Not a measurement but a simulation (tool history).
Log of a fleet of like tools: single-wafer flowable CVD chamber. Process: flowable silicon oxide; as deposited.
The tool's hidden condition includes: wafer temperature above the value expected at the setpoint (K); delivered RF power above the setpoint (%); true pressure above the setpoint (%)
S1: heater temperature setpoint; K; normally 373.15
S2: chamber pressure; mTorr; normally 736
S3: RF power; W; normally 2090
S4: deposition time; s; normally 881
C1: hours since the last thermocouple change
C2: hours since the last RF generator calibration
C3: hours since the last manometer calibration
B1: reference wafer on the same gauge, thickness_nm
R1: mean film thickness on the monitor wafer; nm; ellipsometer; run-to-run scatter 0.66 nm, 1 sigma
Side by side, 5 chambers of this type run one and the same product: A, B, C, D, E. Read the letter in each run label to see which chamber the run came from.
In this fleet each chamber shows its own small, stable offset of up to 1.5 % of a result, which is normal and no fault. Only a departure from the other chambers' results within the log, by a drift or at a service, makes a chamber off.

run,day,S1,S2,S3,S4,C1,C2,C3,B1,R1
1D,0.279,373.15,736,2090,881,1791.6,641.7,86.4,420.80,489.76
2B,0.500,373.15,736,2090,881,889.8,531.9,842.4,420.97,483.68
3A,0.862,373.15,736,2090,881,2194.4,786.8,105.1,420.67,484.57
4E,1.150,373.15,736,2090,881,521.5,508.9,2366.7,421.00,488.38
5C,1.438,373.15,736,2090,881,1253.7,483.6,2234.7,420.73,484.56
6E,1.642,373.15,736,2090,881,533.3,520.7,2378.5,420.71,487.37
7C,1.883,373.15,736,2090,881,1264.4,494.3,2245.4,420.66,485.16
8B,2.225,373.15,736,2090,881,931.2,573.3,883.8,420.60,481.87
9D,2.554,373.15,736,2090,881,1846.2,696.3,141.0,420.47,489.81
10A,2.862,379.15,736,2090,881,2242.4,834.8,153.1,420.44,395.41
11C,3.200,379.15,736,2090,881,1296.0,525.9,2277.0,420.35,395.24
12B,3.417,379.15,736,2090,881,959.8,601.9,912.4,420.32,394.47
13E,3.792,379.15,736,2090,881,584.9,572.3,2430.1,420.03,398.57
14D,4.100,379.15,736,2090,881,1883.3,733.4,178.1,420.21,400.41
15A,4.317,373.15,736,2090,881,2277.3,869.7,188.0,420.17,483.35
16D,4.571,373.15,736,2450,881,1894.6,744.7,189.4,420.20,503.78
17C,4.812,373.15,736,2450,881,1334.7,564.6,2315.7,420.02,495.83
18E,5.158,373.15,736,2450,881,617.7,605.1,2462.9,420.07,498.49
19B,5.421,373.15,736,2450,881,1007.9,650.0,960.5,419.85,493.83
20A,5.658,373.15,736,2450,881,2309.5,901.9,220.2,419.83,496.77
21E,5.883,373.15,736,2090,881,635.1,622.5,2480.3,419.82,486.46
22D,6.221,373.15,736,2090,881,1934.2,784.3,229.0,419.77,489.93
23A,6.442,373.15,641,2090,881,2328.3,920.7,239.0,419.81,399.48
24B,6.612,373.15,641,2090,881,1036.5,678.6,989.1,419.86,398.67
# day 6.871: chamber B: capacitance manometer re-zeroed and calibrated
25C,6.954,373.15,641,2090,881,1386.1,616.0,2367.1,419.58,398.98
26B,7.333,373.15,641,2090,881,1053.8,695.9,11.1,419.69,398.65
27A,7.671,373.15,641,2090,881,2357.8,950.2,268.5,419.56,398.55
28C,7.992,373.15,736,2090,881,1411.0,640.9,2392.0,419.47,482.49
29D,8.275,373.15,736,2090,881,1983.5,833.6,278.3,419.40,490.30
30E,8.462,373.15,736,2090,881,697.0,684.4,2542.2,419.49,486.86
31E,8.829,373.15,736,2090,881,705.8,693.2,2551.0,419.44,486.49
32D,9.175,373.15,736,2090,881,2005.1,855.2,299.9,419.24,488.57
33B,9.554,373.15,736,2090,881,1107.1,749.2,64.4,419.13,480.61
34C,9.817,365.15,736,2360,881,1454.8,684.7,2435.8,419.14,641.09
35A,10.079,365.15,736,2360,881,2415.6,1008.0,326.3,418.88,638.99
36D,10.338,365.15,736,2360,881,2033.0,883.1,327.8,419.07,650.49
37E,10.512,365.15,736,2360,881,746.2,733.6,2591.4,419.05,641.77
38B,10.746,365.15,736,2360,881,1135.7,777.8,93.0,419.00,637.29
39A,11.021,373.15,736,2090,881,2438.2,1030.6,348.9,418.91,481.75
40C,11.196,373.15,736,2090,881,1487.9,717.8,2468.9,419.02,481.30
41A,11.479,373.15,736,2090,881,2449.2,1041.6,359.9,418.89,481.67
42C,11.688,373.15,736,2090,881,1499.7,729.6,2480.7,418.75,481.52
43B,12.054,373.15,736,2090,881,1167.1,809.2,124.4,418.75,481.46

All 5 chambers run these settings next. Forecast each chamber's results:
44A,12.333,373.15,736,2495,881,,,,,?
44B,12.333,373.15,736,2495,881,,,,,?
44C,12.333,373.15,736,2495,881,,,,,?
44D,12.333,373.15,736,2495,881,,,,,?
44E,12.333,373.15,736,2495,881,,,,,?

run,R1
44A,495.50
44B,493.52
44C,495.66
44D,503.46
44E,498.22
